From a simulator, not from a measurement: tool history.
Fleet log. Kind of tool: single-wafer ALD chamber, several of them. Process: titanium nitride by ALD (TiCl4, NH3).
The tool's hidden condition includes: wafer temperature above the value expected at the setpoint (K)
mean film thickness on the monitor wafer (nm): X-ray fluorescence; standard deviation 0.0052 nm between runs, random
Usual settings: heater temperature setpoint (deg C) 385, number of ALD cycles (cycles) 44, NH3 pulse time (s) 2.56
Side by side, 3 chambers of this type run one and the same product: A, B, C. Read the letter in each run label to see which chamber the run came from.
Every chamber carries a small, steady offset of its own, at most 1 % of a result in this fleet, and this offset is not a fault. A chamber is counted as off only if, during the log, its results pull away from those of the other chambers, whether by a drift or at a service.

run	day	heater temperature setpoint (deg C)	number of ALD cycles (cycles)	NH3 pulse time (s)	hours since the last thermocouple change	read-back reference wafer on the same gauge, thickness_nm	mean film thickness on the monitor wafer (nm)
1B	0.246	385	44	2.56	1747.6	1.05	0.97774
2A	0.554	385	44	2.56	831.6	1.0511	0.95609
3C	0.917	385	44	2.56	489.8	1.0506	0.96992
4A	1.171	385	44	2.56	846.4	1.0506	0.96106
5C	1.45	385	44	2.56	502.6	1.0506	0.97937
6B	1.612	385	44	2.56	1780.4	1.0509	0.9768
7A	1.796	385	44	2.56	861.4	1.051	0.96465
8B	2.179	385	44	2.56	1794	1.0505	0.97772
9C	2.517	385	44	2.56	528.2	1.0495	0.9722
10B	2.704	395	44	3.37	1806.6	1.0519	0.99143
11A	2.979	395	44	3.37	889.8	1.0519	0.98373
12C	3.283	395	44	3.37	546.6	1.0518	0.9802
13B	3.579	385	44	2.56	1827.6	1.0495	0.98248
14C	3.904	385	44	2.56	561.5	1.0494	0.97115
15A	4.104	385	44	2.56	916.8	1.0517	0.96273
16B	4.304	385	44	2.56	1845	1.0512	0.97739
17A	4.642	385	44	2.56	929.7	1.0495	0.95757
18C	4.854	397	44	2.56	584.3	1.0518	0.97111
19B	5.021	397	44	2.56	1862.2	1.0502	0.98351
20C	5.221	397	44	2.56	593.1	1.0508	0.98122
21A	5.475	385	44	2.56	949.7	1.0511	0.96441
# day 5.483: chamber B: thermocouple changed; heater temperature recalibrated
22A	5.796	385	41	2.56	957.4	1.0499	0.89849
23B	6.054	385	41	2.56	13.8	1.0498	0.90764
24C	6.404	385	41	2.56	621.5	1.0514	0.90848
25A	6.617	385	44	2.56	977.1	1.0512	0.96427
26B	6.917	385	44	2.56	34.5	1.0522	0.98154
27C	7.229	385	44	2.56	641.3	1.0506	0.97163
28A	7.579	385	44	2.56	1000.2	1.0505	0.96616
29C	7.796	385	51	2.56	654.9	1.0517	1.1308
30B	8.05	385	51	2.56	61.7	1.0513	1.1253
31C	8.325	385	51	2.56	667.6	1.0494	1.1243
32B	8.575	385	44	2.56	74.3	1.0503	0.98521
33A	8.896	385	44	2.56	1031.8	1.0516	0.96557

All 3 chambers run these settings next. Forecast each chamber's results:
34A	9.167	385	39	2.56			?
34B	9.167	385	39	2.56			?
34C	9.167	385	39	2.56			?

run	mean film thickness on the monitor wafer (nm)
34A	0.85392
34B	0.87372
34C	0.86079

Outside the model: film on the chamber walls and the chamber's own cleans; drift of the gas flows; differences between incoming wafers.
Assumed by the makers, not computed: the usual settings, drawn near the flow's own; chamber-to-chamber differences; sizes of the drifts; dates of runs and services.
